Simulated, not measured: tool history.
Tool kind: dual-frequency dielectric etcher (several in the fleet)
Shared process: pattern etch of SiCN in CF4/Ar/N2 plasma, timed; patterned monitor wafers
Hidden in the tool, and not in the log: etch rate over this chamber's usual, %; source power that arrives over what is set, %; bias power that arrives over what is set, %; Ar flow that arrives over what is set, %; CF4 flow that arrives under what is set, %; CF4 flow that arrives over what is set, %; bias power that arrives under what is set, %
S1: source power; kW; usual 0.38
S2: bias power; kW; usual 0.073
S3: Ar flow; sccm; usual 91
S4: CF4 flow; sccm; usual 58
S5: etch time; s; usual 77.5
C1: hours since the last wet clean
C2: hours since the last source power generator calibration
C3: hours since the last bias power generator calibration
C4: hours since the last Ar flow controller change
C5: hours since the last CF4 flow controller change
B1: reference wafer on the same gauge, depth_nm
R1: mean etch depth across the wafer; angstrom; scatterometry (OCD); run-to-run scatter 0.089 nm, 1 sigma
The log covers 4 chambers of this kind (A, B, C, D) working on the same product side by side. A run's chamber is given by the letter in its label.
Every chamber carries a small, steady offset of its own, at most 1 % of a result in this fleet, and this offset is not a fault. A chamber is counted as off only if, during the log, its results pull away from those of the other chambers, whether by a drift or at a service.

run 1B hour=6.2 | S1=0.38 S2=0.073 S3=91 S4=58 S5=77.5 | C1=329.5 C2=2295.7 C3=2050.4 C4=3278 C5=442.5 | B1=48.092 | R1=571.7
run 2C hour=15.4 | S1=0.38 S2=0.073 S3=91 S4=58 S5=77.5 | C1=449.4 C2=2257 C3=298.7 C4=245.3 C5=675.8 | B1=48.131 | R1=565.31
-- hour=18.4 chamber C: wet clean of the chamber
run 3A hour=21 | S1=0.38 S2=0.073 S3=91 S4=58 S5=77.5 | C1=410.4 C2=1384.2 C3=1985 C4=2195.5 C5=100.5 | B1=48.12 | R1=572.94
run 4D hour=29.2 | S1=0.38 S2=0.073 S3=91 S4=58 S5=77.5 | C1=36.6 C2=2531 C3=1252.2 C4=3051 C5=242.1 | B1=48.129 | R1=569.84
run 5C hour=37.5 | S1=0.38 S2=0.073 S3=91 S4=58 S5=77.5 | C1=19.2 C2=2279.1 C3=320.8 C4=267.4 C5=697.9 | B1=48.161 | R1=566.26
run 6B hour=44.5 | S1=0.38 S2=0.073 S3=91 S4=58 S5=77.5 | C1=367.8 C2=2334 C3=2088.7 C4=3316.3 C5=480.8 | B1=48.173 | R1=573.08
run 7A hour=49.2 | S1=0.38 S2=0.073 S3=91 S4=58 S5=77.5 | C1=438.6 C2=1412.4 C3=2013.2 C4=2223.7 C5=128.7 | B1=48.153 | R1=574.03
run 8D hour=57.1 | S1=0.38 S2=0.073 S3=91 S4=58 S5=77.5 | C1=64.5 C2=2558.9 C3=1280.1 C4=3078.9 C5=270 | B1=48.194 | R1=569.53
run 9C hour=63.3 | S1=0.41 S2=0.073 S3=109 S4=58 S5=77.5 | C1=45 C2=2304.9 C3=346.6 C4=293.2 C5=723.7 | B1=48.177 | R1=590.78
-- hour=68.8 chamber A: bias power generator calibrated
run 10A hour=72.3 | S1=0.41 S2=0.073 S3=109 S4=58 S5=77.5 | C1=461.7 C2=1435.5 C3=3.6 C4=2246.8 C5=151.8 | B1=48.207 | R1=594.69
run 11D hour=80.2 | S1=0.41 S2=0.073 S3=109 S4=58 S5=77.5 | C1=87.6 C2=2582 C3=1303.2 C4=3102 C5=293.1 | B1=48.214 | R1=593.88
run 12B hour=88 | S1=0.41 S2=0.073 S3=109 S4=58 S5=77.5 | C1=411.3 C2=2377.5 C3=2132.2 C4=3359.8 C5=524.3 | B1=48.227 | R1=597.29
run 13B hour=97 | S1=0.38 S2=0.073 S3=91 S4=58 S5=77.5 | C1=420.3 C2=2386.5 C3=2141.2 C4=3368.8 C5=533.3 | B1=48.215 | R1=573.32
run 14C hour=104.4 | S1=0.44 S2=0.073 S3=77 S4=58 S5=77.5 | C1=86.1 C2=2346 C3=387.7 C4=334.3 C5=764.8 | B1=48.261 | R1=661.68
run 15D hour=110 | S1=0.44 S2=0.073 S3=77 S4=58 S5=77.5 | C1=117.4 C2=2611.8 C3=1333 C4=3131.8 C5=322.9 | B1=48.255 | R1=668.52
run 16A hour=118.2 | S1=0.44 S2=0.073 S3=77 S4=58 S5=77.5 | C1=507.6 C2=1481.4 C3=49.5 C4=2292.7 C5=197.7 | B1=48.256 | R1=668.03
run 17C hour=125.7 | S1=0.44 S2=0.073 S3=77 S4=58 S5=77.5 | C1=107.4 C2=2367.3 C3=409 C4=355.6 C5=786.1 | B1=48.276 | R1=661.69
run 18A hour=131.6 | S1=0.38 S2=0.073 S3=91 S4=58 S5=77.5 | C1=521 C2=1494.8 C3=62.9 C4=2306.1 C5=211.1 | B1=48.287 | R1=574.1
run 19D hour=140.9 | S1=0.46 S2=0.073 S3=91 S4=58 S5=90.5 | C1=148.3 C2=2642.7 C3=1363.9 C4=3162.7 C5=353.8 | B1=48.295 | R1=789.51
run 20B hour=147.5 | S1=0.46 S2=0.073 S3=91 S4=58 S5=90.5 | C1=470.8 C2=2437 C3=2191.7 C4=3419.3 C5=583.8 | B1=48.289 | R1=794.04
run 21B hour=151.8 | S1=0.46 S2=0.073 S3=91 S4=58 S5=90.5 | C1=475.1 C2=2441.3 C3=2196 C4=3423.6 C5=588.1 | B1=48.299 | R1=792.62
run 22D hour=156 | S1=0.46 S2=0.073 S3=91 S4=58 S5=90.5 | C1=163.4 C2=2657.8 C3=1379 C4=3177.8 C5=368.9 | B1=48.326 | R1=789.9
run 23A hour=160.4 | S1=0.38 S2=0.073 S3=91 S4=58 S5=77.5 | C1=549.8 C2=1523.6 C3=91.7 C4=2334.9 C5=239.9 | B1=48.296 | R1=574.72
run 24C hour=165.1 | S1=0.38 S2=0.073 S3=91 S4=58 S5=77.5 | C1=146.8 C2=2406.7 C3=448.4 C4=395 C5=825.5 | B1=48.329 | R1=569.33
run 25A hour=173.2 | S1=0.38 S2=0.073 S3=91 S4=58 S5=77.5 | C1=562.6 C2=1536.4 C3=104.5 C4=2347.7 C5=252.7 | B1=48.347 | R1=574.41
run 26B hour=181 | S1=0.38 S2=0.073 S3=91 S4=58 S5=77.5 | C1=504.3 C2=2470.5 C3=2225.2 C4=3452.8 C5=617.3 | B1=48.358 | R1=575.12
-- hour=185.2 chamber A: wet clean of the chamber
run 27C hour=186.9 | S1=0.38 S2=0.073 S3=91 S4=58 S5=77.5 | C1=168.6 C2=2428.5 C3=470.2 C4=416.8 C5=847.3 | B1=48.364 | R1=567.31
run 28D hour=196.3 | S1=0.38 S2=0.073 S3=91 S4=58 S5=77.5 | C1=203.7 C2=2698.1 C3=1419.3 C4=3218.1 C5=409.2 | B1=48.367 | R1=572.57
run 29B hour=205.3 | S1=0.38 S2=0.073 S3=91 S4=58 S5=77.5 | C1=528.6 C2=2494.8 C3=2249.5 C4=3477.1 C5=641.6 | B1=48.391 | R1=576.73
run 30C hour=210.2 | S1=0.38 S2=0.073 S3=91 S4=58 S5=77.5 | C1=191.9 C2=2451.8 C3=493.5 C4=440.1 C5=870.6 | B1=48.402 | R1=569.31
run 31A hour=216.7 | S1=0.38 S2=0.056 S3=112 S4=58 S5=77.5 | C1=31.6 C2=1579.9 C3=148 C4=2391.2 C5=296.2 | B1=48.42 | R1=508.15

Is one chamber off against the others, does the gauge drift, or is nothing wrong? If a chamber is off, say which, and what the likeliest cause is.

Gauge drift. The chambers move together only on paper, and none stands off.
Likeliest cause: gauge reads high (%) = 0.642.
